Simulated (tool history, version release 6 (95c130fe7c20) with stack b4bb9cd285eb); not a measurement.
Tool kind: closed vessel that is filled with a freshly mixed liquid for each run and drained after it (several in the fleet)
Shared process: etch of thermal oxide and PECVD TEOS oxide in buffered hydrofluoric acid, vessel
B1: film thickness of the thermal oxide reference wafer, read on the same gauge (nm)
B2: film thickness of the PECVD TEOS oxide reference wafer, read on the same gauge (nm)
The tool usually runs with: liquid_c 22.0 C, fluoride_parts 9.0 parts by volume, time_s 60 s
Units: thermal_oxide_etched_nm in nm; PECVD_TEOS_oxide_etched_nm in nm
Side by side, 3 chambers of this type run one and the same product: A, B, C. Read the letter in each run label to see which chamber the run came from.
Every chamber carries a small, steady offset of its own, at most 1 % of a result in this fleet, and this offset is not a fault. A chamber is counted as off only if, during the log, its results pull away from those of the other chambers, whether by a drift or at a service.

run 1B hour=3.4 | liquid_c=22.0 fluoride_parts=9.0 time_s=60 | B1=29.991 B2=100.000 | thermal_oxide_etched_nm=61.933 PECVD_TEOS_oxide_etched_nm=172.43
run 2C hour=7.0 | liquid_c=22.0 fluoride_parts=9.0 time_s=60 | B1=29.987 B2=100.010 | thermal_oxide_etched_nm=62.215 PECVD_TEOS_oxide_etched_nm=171.44
run 3A hour=10.0 | liquid_c=22.0 fluoride_parts=9.0 time_s=60 | B1=30.025 B2=99.999 | thermal_oxide_etched_nm=62.538 PECVD_TEOS_oxide_etched_nm=170.81
run 4B hour=13.2 | liquid_c=22.0 fluoride_parts=9.0 time_s=60 | B1=29.991 B2=99.986 | thermal_oxide_etched_nm=61.327 PECVD_TEOS_oxide_etched_nm=172.24
-- hour=14.4 chamber C: thermometer replaced
run 5A hour=16.8 | liquid_c=22.0 fluoride_parts=9.0 time_s=60 | B1=30.021 B2=99.988 | thermal_oxide_etched_nm=62.480 PECVD_TEOS_oxide_etched_nm=173.06
run 6C hour=18.8 | liquid_c=22.0 fluoride_parts=9.0 time_s=60 | B1=30.010 B2=99.995 | thermal_oxide_etched_nm=62.006 PECVD_TEOS_oxide_etched_nm=171.27
run 7C hour=23.1 | liquid_c=22.0 fluoride_parts=9.0 time_s=60 | B1=29.987 B2=100.020 | thermal_oxide_etched_nm=61.153 PECVD_TEOS_oxide_etched_nm=170.20
run 8B hour=25.6 | liquid_c=22.0 fluoride_parts=9.0 time_s=60 | B1=29.997 B2=100.010 | thermal_oxide_etched_nm=61.913 PECVD_TEOS_oxide_etched_nm=172.63
run 9A hour=28.7 | liquid_c=22.0 fluoride_parts=9.0 time_s=60 | B1=30.023 B2=99.990 | thermal_oxide_etched_nm=62.915 PECVD_TEOS_oxide_etched_nm=171.44
run 10A hour=31.6 | liquid_c=18.0 fluoride_parts=11.5 time_s=60 | B1=30.025 B2=100.030 | thermal_oxide_etched_nm=40.320 PECVD_TEOS_oxide_etched_nm=111.94
run 11B hour=34.9 | liquid_c=18.0 fluoride_parts=11.5 time_s=60 | B1=30.032 B2=99.986 | thermal_oxide_etched_nm=40.731 PECVD_TEOS_oxide_etched_nm=112.51
run 12C hour=37.5 | liquid_c=18.0 fluoride_parts=11.5 time_s=60 | B1=29.971 B2=99.994 | thermal_oxide_etched_nm=40.986 PECVD_TEOS_oxide_etched_nm=111.91
run 13A hour=40.2 | liquid_c=22.0 fluoride_parts=9.0 time_s=60 | B1=30.049 B2=100.000 | thermal_oxide_etched_nm=62.349 PECVD_TEOS_oxide_etched_nm=172.77
run 14B hour=44.0 | liquid_c=22.0 fluoride_parts=9.0 time_s=60 | B1=30.023 B2=99.972 | thermal_oxide_etched_nm=61.661 PECVD_TEOS_oxide_etched_nm=172.74
run 15C hour=46.6 | liquid_c=22.0 fluoride_parts=9.0 time_s=60 | B1=30.049 B2=99.993 | thermal_oxide_etched_nm=61.572 PECVD_TEOS_oxide_etched_nm=171.25
run 16C hour=50.3 | liquid_c=22.0 fluoride_parts=9.0 time_s=60 | B1=30.017 B2=100.010 | thermal_oxide_etched_nm=61.694 PECVD_TEOS_oxide_etched_nm=171.08
run 17A hour=53.0 | liquid_c=22.0 fluoride_parts=9.0 time_s=60 | B1=30.012 B2=99.975 | thermal_oxide_etched_nm=63.087 PECVD_TEOS_oxide_etched_nm=171.44
run 18B hour=56.8 | liquid_c=22.0 fluoride_parts=9.0 time_s=60 | B1=29.979 B2=100.030 | thermal_oxide_etched_nm=62.104 PECVD_TEOS_oxide_etched_nm=172.81
run 19A hour=59.3 | liquid_c=22.0 fluoride_parts=6.0 time_s=45 | B1=30.008 B2=100.010 | thermal_oxide_etched_nm=71.155 PECVD_TEOS_oxide_etched_nm=194.66
run 20C hour=62.4 | liquid_c=22.0 fluoride_parts=6.0 time_s=45 | B1=30.035 B2=99.990 | thermal_oxide_etched_nm=69.095 PECVD_TEOS_oxide_etched_nm=191.42
run 21B hour=65.0 | liquid_c=22.0 fluoride_parts=6.0 time_s=45 | B1=30.011 B2=99.990 | thermal_oxide_etched_nm=68.439 PECVD_TEOS_oxide_etched_nm=192.26
run 22A hour=68.4 | liquid_c=19.0 fluoride_parts=9.0 time_s=45 | B1=30.011 B2=100.000 | thermal_oxide_etched_nm=39.583 PECVD_TEOS_oxide_etched_nm=108.90
run 23C hour=71.5 | liquid_c=19.0 fluoride_parts=9.0 time_s=45 | B1=29.955 B2=99.978 | thermal_oxide_etched_nm=39.378 PECVD_TEOS_oxide_etched_nm=108.47
run 24B hour=74.1 | liquid_c=19.0 fluoride_parts=9.0 time_s=45 | B1=29.995 B2=100.010 | thermal_oxide_etched_nm=38.848 PECVD_TEOS_oxide_etched_nm=108.90
run 25A hour=78.4 | liquid_c=22.0 fluoride_parts=9.0 time_s=60 | B1=29.992 B2=99.999 | thermal_oxide_etched_nm=62.436 PECVD_TEOS_oxide_etched_nm=171.97
run 26B hour=81.0 | liquid_c=22.0 fluoride_parts=9.0 time_s=60 | B1=29.998 B2=99.973 | thermal_oxide_etched_nm=62.144 PECVD_TEOS_oxide_etched_nm=172.76
run 27C hour=83.0 | liquid_c=22.0 fluoride_parts=9.0 time_s=60 | B1=30.004 B2=99.991 | thermal_oxide_etched_nm=62.014 PECVD_TEOS_oxide_etched_nm=170.50
run 28A hour=86.6 | liquid_c=22.0 fluoride_parts=9.0 time_s=60 | B1=30.017 B2=100.010 | thermal_oxide_etched_nm=62.604 PECVD_TEOS_oxide_etched_nm=172.95
run 29C hour=89.5 | liquid_c=22.0 fluoride_parts=9.0 time_s=60 | B1=29.970 B2=100.000 | thermal_oxide_etched_nm=61.793 PECVD_TEOS_oxide_etched_nm=169.79
run 30B hour=92.3 | liquid_c=22.0 fluoride_parts=9.0 time_s=60 | B1=30.014 B2=99.989 | thermal_oxide_etched_nm=61.727 PECVD_TEOS_oxide_etched_nm=171.97
run 31C hour=96.2 | liquid_c=22.0 fluoride_parts=9.0 time_s=60 | B1=29.967 B2=100.010 | thermal_oxide_etched_nm=61.477 PECVD_TEOS_oxide_etched_nm=171.49
run 32B hour=98.8 | liquid_c=25.5 fluoride_parts=7.5 time_s=60 | B1=30.002 B2=99.979 | thermal_oxide_etched_nm=90.547 PECVD_TEOS_oxide_etched_nm=253.45
run 33A hour=102.5 | liquid_c=25.5 fluoride_parts=7.5 time_s=60 | B1=30.014 B2=99.986 | thermal_oxide_etched_nm=92.625 PECVD_TEOS_oxide_etched_nm=255.05
run 34A hour=106.4 | liquid_c=25.5 fluoride_parts=7.5 time_s=60 | B1=30.040 B2=100.020 | thermal_oxide_etched_nm=93.487 PECVD_TEOS_oxide_etched_nm=254.44
run 35B hour=108.8 | liquid_c=22.0 fluoride_parts=9.0 time_s=60 | B1=30.026 B2=100.040 | thermal_oxide_etched_nm=62.444 PECVD_TEOS_oxide_etched_nm=172.19

Which is it: a chamber that has drifted or been left off by a service, a gauge drift common to all chambers, or only each chamber's usual small offset? If a chamber is off, name it and its likeliest cause.

Neither any chamber nor the gauge drifts; the chambers differ only by their own small, steady offsets.

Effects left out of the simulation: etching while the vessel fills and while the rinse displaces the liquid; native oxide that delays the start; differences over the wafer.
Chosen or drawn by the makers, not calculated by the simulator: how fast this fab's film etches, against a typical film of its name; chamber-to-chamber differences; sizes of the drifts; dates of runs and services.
